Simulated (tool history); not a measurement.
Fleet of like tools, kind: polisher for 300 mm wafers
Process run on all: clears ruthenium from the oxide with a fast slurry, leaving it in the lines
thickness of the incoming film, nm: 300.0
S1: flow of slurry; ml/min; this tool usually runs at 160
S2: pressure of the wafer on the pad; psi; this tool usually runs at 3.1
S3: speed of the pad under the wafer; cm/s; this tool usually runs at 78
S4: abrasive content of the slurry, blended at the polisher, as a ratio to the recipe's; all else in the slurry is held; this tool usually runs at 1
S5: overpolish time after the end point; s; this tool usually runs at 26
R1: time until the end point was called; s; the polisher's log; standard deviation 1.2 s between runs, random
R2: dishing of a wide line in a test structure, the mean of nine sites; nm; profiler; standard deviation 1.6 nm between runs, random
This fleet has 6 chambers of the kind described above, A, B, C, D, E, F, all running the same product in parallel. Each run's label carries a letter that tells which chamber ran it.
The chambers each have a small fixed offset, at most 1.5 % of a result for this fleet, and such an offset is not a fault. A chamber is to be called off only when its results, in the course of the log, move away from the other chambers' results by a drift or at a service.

-- hour=5.6 chamber F: slurry blender recalibrated
-- hour=7 chamber B: worn pad replaced by a new one
run 1A hour=8.4 | S1=160 S2=3.1 S3=78 S4=1 S5=26 | R1=92.306 R2=64.206
run 2F hour=21.5 | S1=160 S2=3.1 S3=78 S4=1 S5=26 | R1=91.759 R2=64.183
run 3C hour=32.9 | S1=160 S2=3.1 S3=78 S4=1 S5=26 | R1=91.356 R2=64.521
run 4D hour=39.1 | S1=160 S2=3.1 S3=78 S4=1 S5=26 | R1=90.747 R2=64.954
-- hour=40 chamber D: slurry blender recalibrated
run 5E hour=46.7 | S1=160 S2=3.1 S3=78 S4=0.85 S5=26 | R1=100.32 R2=61.264
run 6B hour=54.4 | S1=160 S2=3.1 S3=78 S4=0.85 S5=26 | R1=98.157 R2=59.15
-- hour=55.1 chamber A: slurry nozzle cleaned
-- hour=61.4 chamber C: worn pad replaced by a new one
run 7B hour=62.5 | S1=160 S2=3.1 S3=78 S4=0.85 S5=26 | R1=99.524 R2=60.899
-- hour=62.6 chamber E: worn pad replaced by a new one
-- hour=64 chamber F: head pressure recalibrated
-- hour=66.3 chamber E: slurry blender recalibrated
-- hour=67.4 chamber B: slurry blender recalibrated
run 8D hour=71.5 | S1=160 S2=3.1 S3=78 S4=0.85 S5=26 | R1=97.694 R2=58.724
-- hour=76.3 chamber D: worn pad replaced by a new one
-- hour=78.5 chamber F: worn pad replaced by a new one
run 9F hour=78.9 | S1=160 S2=3.1 S3=78 S4=0.85 S5=26 | R1=96.058 R2=63.285
-- hour=86 chamber A: slurry blender recalibrated
run 10E hour=87.2 | S1=160 S2=3.1 S3=78 S4=0.85 S5=26 | R1=99.999 R2=59.717
run 11A hour=96.3 | S1=160 S2=3.1 S3=78 S4=1 S5=26 | R1=91.909 R2=64.865
-- hour=98.7 chamber B: slurry nozzle cleaned
-- hour=100.6 chamber B: worn pad replaced by a new one
run 12C hour=106.8 | S1=160 S2=3.1 S3=78 S4=1 S5=26 | R1=87.161 R2=66.957
run 13F hour=119.1 | S1=160 S2=3.1 S3=78 S4=1 S5=26 | R1=89.884 R2=67.296
-- hour=120.7 chamber A: worn pad replaced by a new one
run 14A hour=126.7 | S1=160 S2=3.1 S3=78 S4=1 S5=26 | R1=92.685 R2=66.387
run 15E hour=139.6 | S1=160 S2=3.1 S3=78 S4=1 S5=26 | R1=87.816 R2=65.408
run 16D hour=149 | S1=160 S2=3.1 S3=70 S4=1 S5=26 | R1=99.628 R2=57.96
-- hour=152.7 chamber E: worn pad replaced by a new one
run 17B hour=156.1 | S1=160 S2=3.1 S3=70 S4=1 S5=26 | R1=101.91 R2=60.199
-- hour=162.1 chamber D: slurry nozzle cleaned
-- hour=165.3 chamber D: worn pad replaced by a new one
run 18C hour=165.5 | S1=160 S2=3.1 S3=70 S4=1 S5=26 | R1=98.64 R2=59.159
run 19F hour=177.4 | S1=160 S2=3.1 S3=70 S4=1 S5=26 | R1=101.1 R2=59.878
-- hour=180 chamber B: head pressure recalibrated
-- hour=185.5 chamber C: worn pad replaced by a new one
run 20C hour=189.2 | S1=160 S2=3.1 S3=70 S4=1 S5=26 | R1=100.6 R2=59.712
run 21D hour=195.9 | S1=160 S2=3.1 S3=70 S4=1 S5=26 | R1=99.972 R2=58.112
-- hour=198.9 chamber B: worn pad replaced by a new one
-- hour=204.4 chamber C: slurry blender recalibrated
-- hour=207.8 chamber F: slurry nozzle cleaned
run 22B hour=208.3 | S1=160 S2=3.1 S3=78 S4=1 S5=26 | R1=88.846 R2=67.408
-- hour=210.3 chamber A: slurry blender recalibrated
-- hour=219 chamber E: slurry blender recalibrated
run 23A hour=221.6 | S1=160 S2=3.1 S3=78 S4=1 S5=13 | R1=91.146 R2=35.819
-- hour=228.9 chamber F: worn pad replaced by a new one
run 24E hour=231.7 | S1=160 S2=3.1 S3=78 S4=1 S5=13 | R1=90.532 R2=36.722
-- hour=232.2 chamber A: worn pad replaced by a new one
run 25E hour=242.6 | S1=160 S2=3.1 S3=78 S4=1 S5=13 | R1=88.936 R2=34.284
run 26B hour=255.2 | S1=160 S2=3.1 S3=78 S4=1 S5=13 | R1=90.093 R2=35.322
-- hour=256.4 chamber E: worn pad replaced by a new one
run 27D hour=263.3 | S1=160 S2=3.1 S3=78 S4=1 S5=13 | R1=90.712 R2=36.486
-- hour=266.2 chamber D: worn pad replaced by a new one
run 28F hour=272.4 | S1=160 S2=3.1 S3=78 S4=1 S5=13 | R1=89.02 R2=36.348
run 29C hour=285.7 | S1=160 S2=3.1 S3=78 S4=1 S5=26 | R1=90.624 R2=64.803
run 30A hour=291.9 | S1=160 S2=3.1 S3=78 S4=1 S5=26 | R1=92.532 R2=65.903
run 31D hour=299.3 | S1=160 S2=3.1 S3=78 S4=1 S5=26 | R1=92.482 R2=67.568
run 32A hour=307.9 | S1=160 S2=3.1 S3=78 S4=1 S5=26 | R1=91.517 R2=64.615
-- hour=308.2 chamber B: worn pad replaced by a new one
-- hour=312.8 chamber C: worn pad replaced by a new one
run 33B hour=321.9 | S1=160 S2=3.1 S3=78 S4=1 S5=26 | R1=92.547 R2=69.546
run 34F hour=332.1 | S1=160 S2=3.1 S3=78 S4=1 S5=26 | R1=91.068 R2=68.691
-- hour=339.1 chamber A: worn pad replaced by a new one
-- hour=341.2 chamber A: slurry blender recalibrated
run 35E hour=343.5 | S1=160 S2=3.1 S3=78 S4=1 S5=26 | R1=88.753 R2=65.854
-- hour=353.3 chamber E: worn pad replaced by a new one
run 36C hour=354.6 | S1=160 S2=3.1 S3=78 S4=1 S5=26 | R1=91.63 R2=66.196
-- hour=364.3 chamber E: slurry blender recalibrated
run 37E hour=366 | S1=160 S2=3.1 S3=78 S4=1 S5=26 | R1=91.938 R2=66.516
-- hour=372.8 chamber D: worn pad replaced by a new one
-- hour=377.8 chamber F: worn pad replaced by a new one
run 38D hour=378.5 | S1=160 S2=3.1 S3=78 S4=1 S5=26 | R1=87.283 R2=63.255
run 39A hour=387.7 | S1=160 S2=3.1 S3=78 S4=1 S5=26 | R1=92.011 R2=64.812
-- hour=390.6 chamber C: head pressure recalibrated
-- hour=399.5 chamber F: slurry blender recalibrated
run 40B hour=399.5 | S1=160 S2=3.1 S3=78 S4=1 S5=26 | R1=90.873 R2=65.295
-- hour=405.8 chamber C: slurry blender recalibrated
run 41F hour=412.8 | S1=160 S2=3.1 S3=78 S4=1 S5=26 | R1=91.681 R2=64.043
run 42C hour=420.8 | S1=160 S2=3.1 S3=78 S4=1 S5=26 | R1=89.525 R2=66.56

For the next run the whole fleet of 6 chambers uses the same settings. Give each chamber's results:
run 43A hour=430.8 | S1=160 S2=3.1 S3=78 S4=1 S5=26 | R1=? R2=?
run 43B hour=430.8 | S1=160 S2=3.1 S3=78 S4=1 S5=26 | R1=? R2=?
run 43C hour=430.8 | S1=160 S2=3.1 S3=78 S4=1 S5=26 | R1=? R2=?
run 43D hour=430.8 | S1=160 S2=3.1 S3=78 S4=1 S5=26 | R1=? R2=?
run 43E hour=430.8 | S1=160 S2=3.1 S3=78 S4=1 S5=26 | R1=? R2=?
run 43F hour=430.8 | S1=160 S2=3.1 S3=78 S4=1 S5=26 | R1=? R2=?

run=43A R1=93.239 R2=66.598
run=43B R1=90.55 R2=62.73
run=43C R1=88.03 R2=64.357
run=43D R1=90.272 R2=67.02
run=43E R1=88.572 R2=63.166
run=43F R1=92.342 R2=69.139
